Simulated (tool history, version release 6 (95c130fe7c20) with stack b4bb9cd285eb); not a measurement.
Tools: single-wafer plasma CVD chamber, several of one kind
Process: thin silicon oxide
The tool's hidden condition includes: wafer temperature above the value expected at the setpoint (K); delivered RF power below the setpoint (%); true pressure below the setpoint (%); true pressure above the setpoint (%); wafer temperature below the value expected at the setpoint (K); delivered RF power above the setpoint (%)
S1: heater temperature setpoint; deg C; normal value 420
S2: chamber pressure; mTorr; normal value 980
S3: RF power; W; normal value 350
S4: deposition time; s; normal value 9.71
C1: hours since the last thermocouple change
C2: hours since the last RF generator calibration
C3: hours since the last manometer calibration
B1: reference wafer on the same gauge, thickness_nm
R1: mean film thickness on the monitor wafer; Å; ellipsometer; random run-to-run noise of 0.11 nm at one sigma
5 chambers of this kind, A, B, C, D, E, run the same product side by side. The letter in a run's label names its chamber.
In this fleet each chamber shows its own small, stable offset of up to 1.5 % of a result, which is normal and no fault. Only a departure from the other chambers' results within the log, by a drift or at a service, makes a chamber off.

| run | hour | S1 | S2 | S3 | S4 | C1 | C2 | C3 | B1 | R1 |
|---|---|---|---|---|---|---|---|---|---|---|
| 1D | 7 | 420 | 980 | 350 | 9.71 | 1828.3 | 241.9 | 1023 | 18.8 | 219.87 |
|  | 9.2 | chamber D: capacitance manometer re-zeroed and calibrated |
| 2E | 19.1 | 420 | 980 | 350 | 9.71 | 449.4 | 883.3 | 1131.6 | 18.802 | 224.13 |
| 3B | 28.3 | 420 | 980 | 350 | 9.71 | 105.8 | 1206.8 | 970.6 | 18.789 | 221.98 |
| 4A | 38.3 | 420 | 980 | 350 | 9.71 | 1968.3 | 546.9 | 1314.9 | 18.795 | 221.22 |
| 5C | 45.1 | 420 | 980 | 350 | 9.71 | 1166.3 | 675.4 | 95.2 | 18.815 | 226.09 |
| 6C | 52.1 | 420 | 980 | 350 | 9.71 | 1173.3 | 682.4 | 102.2 | 18.784 | 223.9 |
| 7A | 63.2 | 420 | 980 | 350 | 9.71 | 1993.2 | 571.8 | 1339.8 | 18.81 | 220.02 |
| 8B | 69.7 | 420 | 849 | 350 | 9.71 | 147.2 | 1248.2 | 1012 | 18.803 | 197.97 |
| 9D | 80.6 | 420 | 849 | 350 | 9.71 | 1901.9 | 315.5 | 71.4 | 18.809 | 193.74 |
|  | 82.7 | chamber A: thermocouple changed; heater temperature recalibrated |
| 10E | 92.2 | 420 | 849 | 350 | 9.71 | 522.5 | 956.4 | 1204.7 | 18.796 | 197.44 |
| 11B | 100.9 | 420 | 849 | 350 | 9.71 | 178.4 | 1279.4 | 1043.2 | 18.804 | 195.4 |
| 12D | 108.3 | 420 | 849 | 350 | 9.71 | 1929.6 | 343.2 | 99.1 | 18.801 | 195.85 |
| 13A | 117.7 | 420 | 980 | 350 | 9.71 | 35 | 626.3 | 1394.3 | 18.837 | 222.77 |
| 14C | 128.3 | 420 | 980 | 350 | 9.71 | 1249.5 | 758.6 | 178.4 | 18.809 | 224.3 |
| 15E | 139.2 | 411 | 980 | 350 | 11.15 | 569.5 | 1003.4 | 1251.7 | 18.814 | 258.56 |
| 16C | 145.8 | 411 | 980 | 350 | 11.15 | 1267 | 776.1 | 195.9 | 18.781 | 258.55 |
|  | 158.3 | chamber A: capacitance manometer re-zeroed and calibrated |
| 17A | 158.7 | 411 | 980 | 350 | 11.15 | 76 | 667.3 | 0.5 | 18.81 | 243.11 |
|  | 168.2 | chamber C: thermocouple changed; heater temperature recalibrated |
| 18E | 172 | 411 | 980 | 350 | 11.15 | 602.3 | 1036.2 | 1284.5 | 18.782 | 257.68 |
| 19B | 183.6 | 411 | 980 | 350 | 11.15 | 261.1 | 1362.1 | 1125.9 | 18.813 | 256.48 |
| 20D | 191.7 | 420 | 980 | 350 | 9.71 | 2013 | 426.6 | 182.5 | 18.812 | 221 |
| 21C | 201.2 | 420 | 980 | 350 | 9.71 | 33.1 | 831.5 | 251.3 | 18.804 | 220.96 |
|  | 210.1 | chamber A: RF generator calibrated |
|  | 210.9 | chamber B: RF generator calibrated |
| 22A | 211.9 | 420 | 980 | 350 | 9.71 | 129.2 | 1.8 | 53.7 | 18.802 | 211.13 |
| 23E | 220.1 | 420 | 980 | 350 | 9.71 | 650.4 | 1084.3 | 1332.6 | 18.781 | 225.44 |
| 24D | 230.3 | 420 | 1127 | 350 | 11.31 | 2051.6 | 465.2 | 221.1 | 18.802 | 281.9 |
| 25B | 238.1 | 420 | 1127 | 350 | 11.31 | 315.6 | 27.3 | 1180.4 | 18.819 | 282.2 |
| 26A | 247.3 | 420 | 1127 | 350 | 11.31 | 164.6 | 37.2 | 89.1 | 18.815 | 269.02 |
| 27D | 257.6 | 420 | 1127 | 350 | 11.31 | 2078.9 | 492.5 | 248.4 | 18.794 | 280.5 |
| 28C | 267.6 | 420 | 1127 | 350 | 11.31 | 99.5 | 897.9 | 317.7 | 18.82 | 286.5 |
| 29B | 280.6 | 420 | 980 | 350 | 9.71 | 358.1 | 69.8 | 1222.9 | 18.799 | 226.59 |
| 30E | 292.2 | 420 | 980 | 350 | 9.71 | 722.5 | 1156.4 | 1404.7 | 18.791 | 223.19 |
| 31D | 299.5 | 406 | 980 | 350 | 11.15 | 2120.8 | 534.4 | 290.3 | 18.808 | 254.47 |
| 32E | 306 | 406 | 980 | 350 | 11.15 | 736.3 | 1170.2 | 1418.5 | 18.816 | 259.05 |
| 33B | 313.8 | 406 | 980 | 350 | 11.15 | 391.3 | 103 | 1256.1 | 18.811 | 258.01 |
| 34C | 322.1 | 406 | 980 | 350 | 11.15 | 154 | 952.4 | 372.2 | 18.811 | 258.88 |
| 35A | 330.3 | 406 | 980 | 350 | 11.15 | 247.6 | 120.2 | 172.1 | 18.79 | 243.8 |
| 36C | 337.3 | 420 | 980 | 350 | 9.71 | 169.2 | 967.6 | 387.4 | 18.793 | 225.67 |
| 37B | 348.2 | 420 | 980 | 350 | 9.71 | 425.7 | 137.4 | 1290.5 | 18.814 | 223.2 |
| 38A | 358.4 | 420 | 980 | 400 | 9.71 | 275.7 | 148.3 | 200.2 | 18.801 | 221.41 |

What goes on in this fleet: one chamber off, a drifting gauge, or nothing beyond the chambers' own small offsets? Name the chamber and the cause, if any.

Chamber A came out of a service off from its peers and stayed that way.
Cause: true pressure below the setpoint (%) = 6.

Below are 4 candidate recipes for chamber A's next run, each the usual settings with a change, their results shown as question marks. Which of them brings A's results back in line with what the other chambers give on the usual settings?
In line means no further than this from the other chambers' mean on the usual settings: R1 3.9 Å
| 39A-1 | 368.6 | 420 | 1043 | 355 | 10.2 |  |  |  |  | ? |
| 39A-2 | 368.6 | 420 | 947 | 350 | 9.45 |  |  |  |  | ? |
| 39A-3 | 368.6 | 420 | 865 | 340 | 9.71 |  |  |  |  | ? |
| 39A-4 | 368.6 | 420 | 980 | 350 | 10.24 |  |  |  |  | ? |

Average result of the remaining chambers running the usual settings: R1 222.67 Å
| run | R1 |
|---|---|
| 39A-1 | 234.92 |
| 39A-2 | 200.08 |
| 39A-3 | 188.43 |
| 39A-4 | 222.98 |
The answer is 39A-4, which returns the chamber to within the allowed miss of the others.

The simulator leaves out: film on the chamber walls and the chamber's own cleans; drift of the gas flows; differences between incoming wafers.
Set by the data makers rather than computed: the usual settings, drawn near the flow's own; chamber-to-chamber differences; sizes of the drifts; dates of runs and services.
